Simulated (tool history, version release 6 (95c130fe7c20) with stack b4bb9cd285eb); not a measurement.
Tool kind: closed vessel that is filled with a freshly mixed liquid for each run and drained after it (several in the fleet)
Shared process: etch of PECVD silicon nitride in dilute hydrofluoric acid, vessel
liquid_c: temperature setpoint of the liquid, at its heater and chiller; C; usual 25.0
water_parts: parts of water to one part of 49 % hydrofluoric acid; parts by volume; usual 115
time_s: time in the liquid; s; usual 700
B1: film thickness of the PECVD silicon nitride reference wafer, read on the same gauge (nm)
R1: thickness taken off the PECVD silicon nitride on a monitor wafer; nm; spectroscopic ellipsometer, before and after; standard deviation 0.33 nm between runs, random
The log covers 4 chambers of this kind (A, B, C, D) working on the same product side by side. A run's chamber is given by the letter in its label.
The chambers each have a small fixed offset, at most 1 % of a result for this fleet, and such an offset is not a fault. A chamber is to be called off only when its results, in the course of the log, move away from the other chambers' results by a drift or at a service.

{"run": "1D", "hour": 9.9, "liquid_c": 25.0, "water_parts": 115, "time_s": 700, "B1": 90.002, "R1": 37.525}
{"run": "2A", "hour": 18.7, "liquid_c": 25.0, "water_parts": 115, "time_s": 700, "B1": 90.033, "R1": 36.793}
{"run": "3C", "hour": 28.0, "liquid_c": 25.0, "water_parts": 115, "time_s": 700, "B1": 90.025, "R1": 36.558}
{"run": "4B", "hour": 38.5, "liquid_c": 25.0, "water_parts": 115, "time_s": 700, "B1": 90.034, "R1": 36.193}
{"run": "5A", "hour": 53.9, "liquid_c": 25.0, "water_parts": 115, "time_s": 700, "B1": 89.996, "R1": 36.234}
{"run": "6C", "hour": 63.5, "liquid_c": 25.0, "water_parts": 115, "time_s": 700, "B1": 90.029, "R1": 37.332}
{"run": "7D", "hour": 73.9, "liquid_c": 25.0, "water_parts": 115, "time_s": 700, "B1": 89.985, "R1": 37.219}
{"run": "8B", "hour": 85.7, "liquid_c": 25.0, "water_parts": 115, "time_s": 700, "B1": 90.017, "R1": 36.418}
{"run": "9A", "hour": 98.5, "liquid_c": 25.0, "water_parts": 115, "time_s": 700, "B1": 89.979, "R1": 36.9}
{"hour": 103.4, "done": "chamber C: thermometer replaced"}
{"run": "10B", "hour": 109.4, "liquid_c": 20.5, "water_parts": 70, "time_s": 700, "B1": 90.002, "R1": 43.913}
{"run": "11D", "hour": 118.6, "liquid_c": 20.5, "water_parts": 70, "time_s": 700, "B1": 89.99, "R1": 44.884}
{"hour": 127.5, "done": "chamber B: hydrofluoric acid flow meter replaced"}
{"run": "12C", "hour": 127.6, "liquid_c": 20.5, "water_parts": 70, "time_s": 700, "B1": 89.997, "R1": 45.035}
{"run": "13D", "hour": 136.9, "liquid_c": 20.5, "water_parts": 70, "time_s": 700, "B1": 90.009, "R1": 45.866}
{"run": "14C", "hour": 149.8, "liquid_c": 25.0, "water_parts": 115, "time_s": 700, "B1": 90.002, "R1": 37.153}
{"run": "15B", "hour": 161.0, "liquid_c": 25.0, "water_parts": 115, "time_s": 700, "B1": 89.979, "R1": 36.284}
{"run": "16A", "hour": 173.9, "liquid_c": 25.0, "water_parts": 115, "time_s": 700, "B1": 90.003, "R1": 38.235}
{"run": "17A", "hour": 187.4, "liquid_c": 25.0, "water_parts": 115, "time_s": 700, "B1": 89.956, "R1": 38.159}
{"run": "18C", "hour": 200.0, "liquid_c": 25.0, "water_parts": 115, "time_s": 700, "B1": 90.026, "R1": 37.344}
{"run": "19B", "hour": 207.5, "liquid_c": 25.0, "water_parts": 115, "time_s": 700, "B1": 90.015, "R1": 36.211}
{"hour": 214.7, "done": "chamber A: hydrofluoric acid flow meter replaced"}
{"run": "20D", "hour": 219.3, "liquid_c": 25.0, "water_parts": 115, "time_s": 700, "B1": 89.989, "R1": 37.885}
{"run": "21C", "hour": 233.3, "liquid_c": 25.0, "water_parts": 115, "time_s": 700, "B1": 90.003, "R1": 37.507}
{"run": "22A", "hour": 241.6, "liquid_c": 25.0, "water_parts": 115, "time_s": 700, "B1": 90.013, "R1": 38.831}
{"run": "23D", "hour": 250.5, "liquid_c": 27.0, "water_parts": 145, "time_s": 700, "B1": 90.057, "R1": 33.973}
{"run": "24B", "hour": 259.8, "liquid_c": 27.0, "water_parts": 145, "time_s": 700, "B1": 89.964, "R1": 33.194}
{"run": "25B", "hour": 272.8, "liquid_c": 27.0, "water_parts": 145, "time_s": 700, "B1": 89.987, "R1": 32.968}
{"run": "26A", "hour": 283.5, "liquid_c": 27.0, "water_parts": 145, "time_s": 700, "B1": 89.989, "R1": 35.6}
{"run": "27C", "hour": 294.9, "liquid_c": 25.0, "water_parts": 115, "time_s": 700, "B1": 89.978, "R1": 37.027}
{"run": "28D", "hour": 306.1, "liquid_c": 25.0, "water_parts": 115, "time_s": 830, "B1": 90.013, "R1": 44.52}
{"run": "29D", "hour": 318.7, "liquid_c": 25.0, "water_parts": 115, "time_s": 830, "B1": 90.042, "R1": 43.846}
{"run": "30C", "hour": 332.2, "liquid_c": 25.0, "water_parts": 115, "time_s": 830, "B1": 90.035, "R1": 44.008}
{"run": "31A", "hour": 345.3, "liquid_c": 25.0, "water_parts": 115, "time_s": 830, "B1": 90.01, "R1": 47.748}
{"run": "32B", "hour": 358.3, "liquid_c": 25.0, "water_parts": 115, "time_s": 700, "B1": 89.971, "R1": 36.437}
{"run": "33B", "hour": 367.0, "liquid_c": 23.0, "water_parts": 60, "time_s": 700, "B1": 89.979, "R1": 59.719}
{"hour": 372.0, "done": "chamber C: hydrofluoric acid flow meter replaced"}
{"run": "34D", "hour": 377.3, "liquid_c": 23.0, "water_parts": 60, "time_s": 700, "B1": 90.009, "R1": 63.106}
{"run": "35A", "hour": 391.7, "liquid_c": 23.0, "water_parts": 60, "time_s": 700, "B1": 90.007, "R1": 67.411}
{"hour": 394.7, "done": "chamber D: hydrofluoric acid flow meter replaced"}
{"run": "36C", "hour": 402.3, "liquid_c": 23.0, "water_parts": 60, "time_s": 700, "B1": 90.009, "R1": 62.718}
{"run": "37D", "hour": 417.6, "liquid_c": 25.0, "water_parts": 115, "time_s": 1045, "B1": 89.999, "R1": 55.506}
{"run": "38A", "hour": 429.1, "liquid_c": 25.0, "water_parts": 115, "time_s": 1045, "B1": 89.988, "R1": 61.316}
{"run": "39B", "hour": 439.6, "liquid_c": 25.0, "water_parts": 115, "time_s": 1045, "B1": 89.995, "R1": 53.91}
{"run": "40C", "hour": 446.8, "liquid_c": 25.0, "water_parts": 115, "time_s": 1045, "B1": 90.004, "R1": 55.449}
{"run": "41A", "hour": 454.0, "liquid_c": 25.0, "water_parts": 115, "time_s": 700, "B1": 89.993, "R1": 41.587}

All 4 chambers run these settings next. Forecast each chamber's results:
{"run": "42A", "hour": 465.2, "liquid_c": 25.0, "water_parts": 160, "time_s": 700, "R1": "?"}
{"run": "42B", "hour": 465.2, "liquid_c": 25.0, "water_parts": 160, "time_s": 700, "R1": "?"}
{"run": "42C", "hour": 465.2, "liquid_c": 25.0, "water_parts": 160, "time_s": 700, "R1": "?"}
{"run": "42D", "hour": 465.2, "liquid_c": 25.0, "water_parts": 160, "time_s": 700, "R1": "?"}

run=42A R1=30.140
run=42B R1=26.295
run=42C R1=26.314
run=42D R1=26.985

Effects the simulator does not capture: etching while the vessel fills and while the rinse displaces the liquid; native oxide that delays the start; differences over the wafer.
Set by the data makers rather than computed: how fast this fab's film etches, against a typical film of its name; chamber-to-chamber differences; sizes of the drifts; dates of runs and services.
